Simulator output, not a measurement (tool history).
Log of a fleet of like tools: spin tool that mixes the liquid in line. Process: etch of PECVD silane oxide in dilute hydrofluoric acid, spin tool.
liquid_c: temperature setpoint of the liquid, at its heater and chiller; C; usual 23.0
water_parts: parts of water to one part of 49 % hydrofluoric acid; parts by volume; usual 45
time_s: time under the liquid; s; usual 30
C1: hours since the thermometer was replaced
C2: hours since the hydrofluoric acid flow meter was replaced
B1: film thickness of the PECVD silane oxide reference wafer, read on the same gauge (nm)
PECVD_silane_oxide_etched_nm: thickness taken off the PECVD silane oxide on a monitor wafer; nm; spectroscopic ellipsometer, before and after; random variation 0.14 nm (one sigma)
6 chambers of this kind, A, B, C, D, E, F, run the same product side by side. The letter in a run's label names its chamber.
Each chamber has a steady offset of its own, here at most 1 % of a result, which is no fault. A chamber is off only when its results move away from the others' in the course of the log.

{"run": "1F", "day": 0.304, "liquid_c": 23.0, "water_parts": 45, "time_s": 30, "C1": 1016.2, "C2": 1370.1, "B1": 130.01, "PECVD_silane_oxide_etched_nm": 18.153}
{"run": "2D", "day": 0.642, "liquid_c": 23.0, "water_parts": 45, "time_s": 30, "C1": 469.4, "C2": 71.6, "B1": 129.97, "PECVD_silane_oxide_etched_nm": 18.334}
{"run": "3E", "day": 0.942, "liquid_c": 23.0, "water_parts": 45, "time_s": 30, "C1": 1453.4, "C2": 67.0, "B1": 130.02, "PECVD_silane_oxide_etched_nm": 18.417}
{"run": "4A", "day": 1.112, "liquid_c": 23.0, "water_parts": 45, "time_s": 30, "C1": 971.1, "C2": 230.0, "B1": 129.97, "PECVD_silane_oxide_etched_nm": 18.628}
{"run": "5B", "day": 1.321, "liquid_c": 23.0, "water_parts": 45, "time_s": 30, "C1": 1523.0, "C2": 450.2, "B1": 129.99, "PECVD_silane_oxide_etched_nm": 18.258}
{"run": "6C", "day": 1.675, "liquid_c": 23.0, "water_parts": 45, "time_s": 30, "C1": 465.3, "C2": 869.5, "B1": 129.99, "PECVD_silane_oxide_etched_nm": 18.228}
{"run": "7E", "day": 1.908, "liquid_c": 23.0, "water_parts": 45, "time_s": 30, "C1": 1476.6, "C2": 90.2, "B1": 129.96, "PECVD_silane_oxide_etched_nm": 18.272}
{"run": "8C", "day": 2.204, "liquid_c": 23.0, "water_parts": 45, "time_s": 30, "C1": 478.0, "C2": 882.2, "B1": 130.01, "PECVD_silane_oxide_etched_nm": 18.11}
{"day": 2.412, "done": "chamber A: thermometer replaced"}
{"run": "9B", "day": 2.471, "liquid_c": 23.0, "water_parts": 45, "time_s": 30, "C1": 1550.6, "C2": 477.8, "B1": 129.97, "PECVD_silane_oxide_etched_nm": 18.486}
{"run": "10A", "day": 2.738, "liquid_c": 23.0, "water_parts": 45, "time_s": 30, "C1": 7.8, "C2": 269.0, "B1": 130.04, "PECVD_silane_oxide_etched_nm": 18.466}
{"run": "11F", "day": 3.088, "liquid_c": 23.0, "water_parts": 55, "time_s": 15, "C1": 1083.0, "C2": 1436.9, "B1": 130.01, "PECVD_silane_oxide_etched_nm": 7.4007}
{"day": 3.183, "done": "chamber F: thermometer replaced"}
{"run": "12D", "day": 3.312, "liquid_c": 23.0, "water_parts": 55, "time_s": 15, "C1": 533.5, "C2": 135.7, "B1": 129.97, "PECVD_silane_oxide_etched_nm": 7.4222}
{"run": "13B", "day": 3.558, "liquid_c": 23.0, "water_parts": 55, "time_s": 15, "C1": 1576.7, "C2": 503.9, "B1": 130.0, "PECVD_silane_oxide_etched_nm": 7.4214}
{"run": "14C", "day": 3.804, "liquid_c": 23.0, "water_parts": 55, "time_s": 15, "C1": 516.4, "C2": 920.6, "B1": 130.06, "PECVD_silane_oxide_etched_nm": 7.2256}
{"run": "15D", "day": 3.983, "liquid_c": 23.0, "water_parts": 55, "time_s": 15, "C1": 549.6, "C2": 151.8, "B1": 129.99, "PECVD_silane_oxide_etched_nm": 7.4218}
{"day": 4.171, "done": "chamber B: hydrofluoric acid flow meter replaced"}
{"run": "16A", "day": 4.192, "liquid_c": 23.0, "water_parts": 55, "time_s": 15, "C1": 42.7, "C2": 303.9, "B1": 129.98, "PECVD_silane_oxide_etched_nm": 7.523}
{"run": "17E", "day": 4.471, "liquid_c": 23.0, "water_parts": 45, "time_s": 30, "C1": 1538.1, "C2": 151.7, "B1": 129.96, "PECVD_silane_oxide_etched_nm": 18.042}
{"run": "18F", "day": 4.683, "liquid_c": 23.0, "water_parts": 45, "time_s": 30, "C1": 36.1, "C2": 1475.2, "B1": 129.99, "PECVD_silane_oxide_etched_nm": 17.937}
{"run": "19B", "day": 4.925, "liquid_c": 23.0, "water_parts": 45, "time_s": 30, "C1": 1609.5, "C2": 18.2, "B1": 130.0, "PECVD_silane_oxide_etched_nm": 18.368}
{"run": "20C", "day": 5.204, "liquid_c": 20.0, "water_parts": 45, "time_s": 15, "C1": 550.0, "C2": 954.2, "B1": 130.01, "PECVD_silane_oxide_etched_nm": 8.0125}
{"run": "21D", "day": 5.404, "liquid_c": 20.0, "water_parts": 45, "time_s": 15, "C1": 583.7, "C2": 185.9, "B1": 130.02, "PECVD_silane_oxide_etched_nm": 8.0309}
{"run": "22F", "day": 5.642, "liquid_c": 20.0, "water_parts": 45, "time_s": 15, "C1": 59.1, "C2": 1498.2, "B1": 130.0, "PECVD_silane_oxide_etched_nm": 8.0556}
{"run": "23E", "day": 5.812, "liquid_c": 20.0, "water_parts": 45, "time_s": 15, "C1": 1570.3, "C2": 183.9, "B1": 129.99, "PECVD_silane_oxide_etched_nm": 8.1461}
{"run": "24A", "day": 5.992, "liquid_c": 20.0, "water_parts": 45, "time_s": 15, "C1": 85.9, "C2": 347.1, "B1": 130.02, "PECVD_silane_oxide_etched_nm": 8.0615}
{"run": "25D", "day": 6.246, "liquid_c": 20.0, "water_parts": 45, "time_s": 15, "C1": 603.9, "C2": 206.1, "B1": 130.01, "PECVD_silane_oxide_etched_nm": 8.0019}
{"run": "26E", "day": 6.446, "liquid_c": 23.0, "water_parts": 55, "time_s": 30, "C1": 1585.5, "C2": 199.1, "B1": 129.96, "PECVD_silane_oxide_etched_nm": 14.595}
{"run": "27F", "day": 6.621, "liquid_c": 23.0, "water_parts": 55, "time_s": 30, "C1": 82.6, "C2": 1521.7, "B1": 130.0, "PECVD_silane_oxide_etched_nm": 14.125}
{"run": "28A", "day": 6.988, "liquid_c": 23.0, "water_parts": 55, "time_s": 30, "C1": 109.8, "C2": 371.0, "B1": 130.04, "PECVD_silane_oxide_etched_nm": 14.996}
{"run": "29B", "day": 7.267, "liquid_c": 23.0, "water_parts": 55, "time_s": 30, "C1": 1665.7, "C2": 74.4, "B1": 130.03, "PECVD_silane_oxide_etched_nm": 14.716}
{"run": "30C", "day": 7.471, "liquid_c": 23.0, "water_parts": 55, "time_s": 30, "C1": 604.4, "C2": 1008.6, "B1": 129.97, "PECVD_silane_oxide_etched_nm": 14.528}
{"run": "31C", "day": 7.679, "liquid_c": 23.0, "water_parts": 55, "time_s": 30, "C1": 609.4, "C2": 1013.6, "B1": 129.94, "PECVD_silane_oxide_etched_nm": 14.52}
{"run": "32D", "day": 7.962, "liquid_c": 23.0, "water_parts": 45, "time_s": 30, "C1": 645.1, "C2": 247.3, "B1": 129.99, "PECVD_silane_oxide_etched_nm": 18.347}
{"run": "33F", "day": 8.129, "liquid_c": 23.0, "water_parts": 45, "time_s": 30, "C1": 118.8, "C2": 1557.9, "B1": 130.01, "PECVD_silane_oxide_etched_nm": 17.632}
{"run": "34A", "day": 8.35, "liquid_c": 23.0, "water_parts": 45, "time_s": 30, "C1": 142.5, "C2": 403.7, "B1": 129.99, "PECVD_silane_oxide_etched_nm": 18.188}
{"run": "35B", "day": 8.621, "liquid_c": 23.0, "water_parts": 45, "time_s": 30, "C1": 1698.2, "C2": 106.9, "B1": 129.99, "PECVD_silane_oxide_etched_nm": 18.201}
{"run": "36E", "day": 8.829, "liquid_c": 23.0, "water_parts": 45, "time_s": 30, "C1": 1642.7, "C2": 256.3, "B1": 129.96, "PECVD_silane_oxide_etched_nm": 18.386}
{"run": "37E", "day": 9.004, "liquid_c": 23.0, "water_parts": 45, "time_s": 30, "C1": 1646.9, "C2": 260.5, "B1": 130.0, "PECVD_silane_oxide_etched_nm": 18.492}
{"run": "38D", "day": 9.192, "liquid_c": 23.0, "water_parts": 45, "time_s": 30, "C1": 674.6, "C2": 276.8, "B1": 130.02, "PECVD_silane_oxide_etched_nm": 18.177}
{"run": "39C", "day": 9.562, "liquid_c": 23.0, "water_parts": 45, "time_s": 30, "C1": 654.6, "C2": 1058.8, "B1": 130.02, "PECVD_silane_oxide_etched_nm": 18.195}
{"run": "40B", "day": 9.85, "liquid_c": 26.5, "water_parts": 45, "time_s": 30, "C1": 1727.7, "C2": 136.4, "B1": 129.98, "PECVD_silane_oxide_etched_nm": 21.307}
{"run": "41A", "day": 10.046, "liquid_c": 26.5, "water_parts": 45, "time_s": 30, "C1": 183.2, "C2": 444.4, "B1": 129.99, "PECVD_silane_oxide_etched_nm": 21.365}
{"run": "42F", "day": 10.417, "liquid_c": 26.5, "water_parts": 45, "time_s": 30, "C1": 173.7, "C2": 1612.8, "B1": 129.98, "PECVD_silane_oxide_etched_nm": 19.526}
{"run": "43C", "day": 10.617, "liquid_c": 26.5, "water_parts": 45, "time_s": 30, "C1": 679.9, "C2": 1084.1, "B1": 130.04, "PECVD_silane_oxide_etched_nm": 20.821}
{"run": "44F", "day": 10.829, "liquid_c": 26.5, "water_parts": 45, "time_s": 30, "C1": 183.6, "C2": 1622.7, "B1": 129.99, "PECVD_silane_oxide_etched_nm": 19.749}

What goes on in this fleet: one chamber off, a drifting gauge, or nothing beyond the chambers' own small offsets? Name the chamber and the cause, if any.

Chamber F drifts away from the others.
Cause: hydrofluoric acid flow below the setpoint (%) = 8.42.

Here are 4 candidates for chamber F's next run, each the usual settings with a change, their results left as question marks. Which one brings its results back in line with what the others give on the usual settings?
In line means no further than this from the other chambers' mean on the usual settings: PECVD_silane_oxide_etched_nm 0.5000 nm
{"run": "45F-1", "day": 11.096, "liquid_c": 25.0, "water_parts": 45, "time_s": 30, "PECVD_silane_oxide_etched_nm": "?"}
{"run": "45F-2", "day": 11.096, "liquid_c": 22.5, "water_parts": 45, "time_s": 30, "PECVD_silane_oxide_etched_nm": "?"}
{"run": "45F-3", "day": 11.096, "liquid_c": 21.0, "water_parts": 45, "time_s": 30, "PECVD_silane_oxide_etched_nm": "?"}
{"run": "45F-4", "day": 11.096, "liquid_c": 23.5, "water_parts": 45, "time_s": 30, "PECVD_silane_oxide_etched_nm": "?"}

The other chambers' mean on the usual settings: PECVD_silane_oxide_etched_nm 18.2870 nm
run=45F-1 PECVD_silane_oxide_etched_nm=18.3000
run=45F-2 PECVD_silane_oxide_etched_nm=16.4920
run=45F-3 PECVD_silane_oxide_etched_nm=15.4810
run=45F-4 PECVD_silane_oxide_etched_nm=17.1990
45F-1 brings the chamber back in line.
